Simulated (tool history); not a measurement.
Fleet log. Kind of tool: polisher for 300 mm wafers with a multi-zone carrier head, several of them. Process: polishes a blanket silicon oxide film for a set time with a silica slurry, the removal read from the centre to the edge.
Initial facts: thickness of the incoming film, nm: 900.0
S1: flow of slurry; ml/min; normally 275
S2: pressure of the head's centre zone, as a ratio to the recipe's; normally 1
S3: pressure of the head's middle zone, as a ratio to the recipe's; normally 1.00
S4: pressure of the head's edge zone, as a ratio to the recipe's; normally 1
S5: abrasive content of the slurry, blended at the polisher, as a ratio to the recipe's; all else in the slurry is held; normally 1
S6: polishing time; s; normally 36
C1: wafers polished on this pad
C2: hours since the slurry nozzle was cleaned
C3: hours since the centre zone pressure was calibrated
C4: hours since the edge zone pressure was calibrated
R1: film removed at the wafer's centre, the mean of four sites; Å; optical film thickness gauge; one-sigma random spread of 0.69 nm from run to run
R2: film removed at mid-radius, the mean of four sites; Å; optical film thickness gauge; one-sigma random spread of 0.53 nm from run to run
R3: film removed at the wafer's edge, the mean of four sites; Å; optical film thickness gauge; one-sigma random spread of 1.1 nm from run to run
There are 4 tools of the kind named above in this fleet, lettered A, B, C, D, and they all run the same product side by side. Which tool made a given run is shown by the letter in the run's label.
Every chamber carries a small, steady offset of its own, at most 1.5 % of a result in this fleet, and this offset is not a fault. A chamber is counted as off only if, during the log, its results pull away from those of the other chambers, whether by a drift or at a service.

run	hour	S1	S2	S3	S4	S5	S6	C1	C2	C3	C4	R1	R2	R3
1B	8.9	275	1	1.00	1	1	36	531	166.9	633.2	1181.6	808.90	801.90	813.88
2C	14.4	275	1	1.00	1	1	36	676	328.8	489.8	140.5	802.49	798.66	803.74
3A	24.1	275	1	1.00	1	1	36	334	278.2	892.1	133.2	810.72	801.99	803.13
# hour 31.7: chamber D: worn pad replaced by a new one
# hour 32.7: chamber B: worn pad replaced by a new one
4D	32.9	275	1	1.00	1	1	36	12	665.6	763.1	415.9	807.53	795.84	808.09
# hour 39.0: chamber C: worn pad replaced by a new one
5C	39.7	275	1	1.00	1	1	36	7	354.1	515.1	165.8	812.14	801.08	825.34
6A	50.4	275	1	1.00	1	1	36	606	304.5	918.4	159.5	814.07	806.44	795.62
7B	61.1	275	1	1.04	1	1	36	294	219.1	685.4	1233.8	804.08	834.21	805.69
8D	71.7	275	1	1.04	1	1	36	414	704.4	801.9	454.7	802.51	826.46	808.77
9D	81.8	275	1	1.04	1	1	36	519	714.5	812.0	464.8	806.09	833.46	838.35
10C	87.2	275	1	1.04	1	1	36	499	401.6	562.6	213.3	792.82	818.42	798.54
11B	95.8	275	1	1.00	1	1	36	654	253.8	720.1	1268.5	816.16	801.18	799.03
# hour 99.9: chamber B: worn pad replaced by a new one
12A	102.3	275	1	1.00	1	1	36	1144	356.4	970.3	211.4	811.78	811.80	790.60
# hour 103.6: chamber A: worn pad replaced by a new one
# hour 105.9: chamber A: slurry nozzle cleaned
13A	111.0	275	1	1.00	1	1	36	77	5.1	979.0	220.1	806.83	815.40	805.75
# hour 111.5: chamber B: centre zone pressure recalibrated
# hour 115.4: chamber C: worn pad replaced by a new one
14D	118.6	275	1	1.00	1	1	36	900	751.3	848.8	501.6	802.56	796.08	803.61
15C	124.7	275	1	1.00	1	1	36	96	439.1	600.1	250.8	798.98	790.89	772.48
# hour 135.0: chamber D: worn pad replaced by a new one
16B	135.2	275	1	1.00	1	1	36	366	293.2	23.7	1307.9	809.40	814.67	802.86
# hour 142.2: chamber A: centre zone pressure recalibrated
17D	143.3	275	1	1.00	1	1	36	86	776.0	873.5	526.3	812.29	804.65	825.60
18A	149.5	275	1	1.00	1	1	36	475	43.6	7.4	258.6	799.02	813.07	795.99
19C	156.4	275	1	1.00	1	1	36	425	470.8	631.8	282.5	786.17	778.35	782.35
20B	167.1	275	1	0.96	1	1	36	696	325.1	55.6	1339.8	797.97	765.25	815.03
# hour 168.0: chamber B: worn pad replaced by a new one
21B	175.5	275	1	0.96	1	1	36	78	333.5	64.0	1348.2	811.57	774.42	804.73
22A	183.7	275	1	0.96	1	1	36	830	77.8	41.6	292.8	808.74	782.39	807.29
# hour 188.0: chamber D: edge zone pressure recalibrated
23C	189.4	275	1	0.96	1	1	36	767	503.8	664.8	315.5	768.64	741.53	769.33
# hour 194.7: chamber C: worn pad replaced by a new one
24D	198.9	275	1	1.00	1	1	36	662	831.6	929.1	11.0	792.90	801.82	807.15
25A	204.0	275	1	1.00	1	1	36	1040	98.1	61.9	313.1	818.49	805.49	788.58
26B	213.8	275	1	1.00	1	1	44	475	371.8	102.3	1386.5	1005.00	978.83	974.01
27D	221.0	275	1	1.00	1	1	44	891	853.7	951.2	33.1	986.95	985.66	990.85
28C	228.3	275	1	1.00	1	1	44	348	542.7	703.7	354.4	912.48	916.94	947.60
29C	238.4	275	1	1.00	1	1	44	453	552.8	713.8	364.5	912.44	910.88	931.84
# hour 248.2: chamber B: worn pad replaced by a new one
30B	248.3	275	1	1.00	1	1	36	1	406.3	136.8	1421.0	807.19	799.35	823.14

What goes on in this fleet: one chamber off, a drifting gauge, or nothing beyond the chambers' own small offsets? Name the chamber and the cause, if any.

It is chamber C that slowly wanders off from its peers.
What lies behind it: slurry flow missing at the pad, % = 41.5.

Chamber C could run next with any of the 4 candidate recipes listed below; each alters the usual settings, and their results appear as question marks. Which one brings its results back in line with what the other chambers deliver on the usual settings?
Allowed miss from the other chambers' usual-settings mean, per result, to count as in line: R1 24.00 Å; R2 18.00 Å; R3 39.00 Å
31C-1	256.2	275	1.00	1.00	1.00	1	37					?	?	?
31C-2	256.2	280	1.02	1.02	0.98	1	38					?	?	?
31C-3	256.2	275	1.00	1.00	1.00	1	35					?	?	?
31C-4	256.2	270	0.98	0.98	1.02	1	34					?	?	?

Mean of the other chambers on the usual settings: R1 806.87 Å; R2 804.13 Å; R3 803.58 Å
run	R1	R2	R3
31C-1	760.80	760.70	777.36
31C-2	801.60	798.24	791.49
31C-3	719.68	719.58	735.34
31C-4	681.04	683.83	720.37
The right change is 31C-2: it brings the chamber back within the allowed miss of the others.

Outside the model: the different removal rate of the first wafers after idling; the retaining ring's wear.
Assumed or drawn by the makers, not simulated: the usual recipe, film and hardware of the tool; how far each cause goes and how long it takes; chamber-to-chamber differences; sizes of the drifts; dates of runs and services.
